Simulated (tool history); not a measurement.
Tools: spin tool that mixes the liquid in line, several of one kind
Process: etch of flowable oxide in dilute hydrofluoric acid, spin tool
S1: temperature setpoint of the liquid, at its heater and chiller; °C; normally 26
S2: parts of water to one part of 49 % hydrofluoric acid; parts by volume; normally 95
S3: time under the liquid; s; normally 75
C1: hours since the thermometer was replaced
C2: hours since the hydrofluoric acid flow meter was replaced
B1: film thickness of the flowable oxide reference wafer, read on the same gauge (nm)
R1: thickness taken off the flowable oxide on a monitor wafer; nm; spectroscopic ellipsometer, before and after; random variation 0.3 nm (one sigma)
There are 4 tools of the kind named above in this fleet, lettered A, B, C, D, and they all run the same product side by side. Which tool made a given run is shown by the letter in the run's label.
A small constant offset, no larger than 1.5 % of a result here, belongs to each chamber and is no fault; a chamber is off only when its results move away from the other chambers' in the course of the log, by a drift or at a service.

run,hour,S1,S2,S3,C1,C2,B1,R1
1C,10.9,26,95,75,805.8,746.7,150.04,47.857
2A,25.6,26,95,75,1448.3,163.5,149.99,47.459
3D,38.8,26,95,75,292.1,242.4,150.01,47.716
4B,51.5,26,95,75,1355.0,1380.5,150.03,46.745
5C,58.9,26,95,75,853.8,794.7,149.99,47.642
6A,69.8,26,95,75,1492.5,207.7,149.99,48.220
7D,81.1,26,95,75,334.4,284.7,150.00,47.704
# hour 85.7: chamber B: hydrofluoric acid flow meter replaced
8B,92.8,21,65,75,1396.3,7.2,150.00,59.030
9D,103.9,21,65,75,357.2,307.5,149.99,59.323
10B,115.5,21,65,75,1419.0,29.9,149.97,59.215
11A,127.8,21,65,75,1550.5,265.7,150.00,58.565
12C,141.2,26,95,75,936.1,877.0,149.99,47.711
13A,150.4,26,95,75,1573.1,288.3,150.04,47.884
14D,164.9,26,75,95,418.2,368.5,149.96,78.722
15B,173.1,26,75,95,1476.6,87.5,150.00,77.138
16C,185.7,26,75,95,980.6,921.5,149.97,77.500
17A,196.5,26,75,95,1619.2,334.4,149.99,79.454
18B,204.7,30,65,75,1508.2,119.1,150.01,83.212
19D,216.0,30,65,75,469.3,419.6,149.99,88.285
20C,226.0,30,65,75,1020.9,961.8,150.02,84.547
21C,241.1,30,65,75,1036.0,976.9,150.01,85.649
22D,249.6,26,95,75,502.9,453.2,150.01,49.363
23B,260.4,26,95,75,1563.9,174.8,150.00,47.064
24A,274.0,26,95,75,1696.7,411.9,150.00,48.343

Each of the 4 chambers runs these same settings next. Fill in every chamber's results:
25A,285.3,26,95,45,,,,?
25B,285.3,26,95,45,,,,?
25C,285.3,26,95,45,,,,?
25D,285.3,26,95,45,,,,?

run,R1
25A,28.839
25B,28.061
25C,28.638
25D,29.815
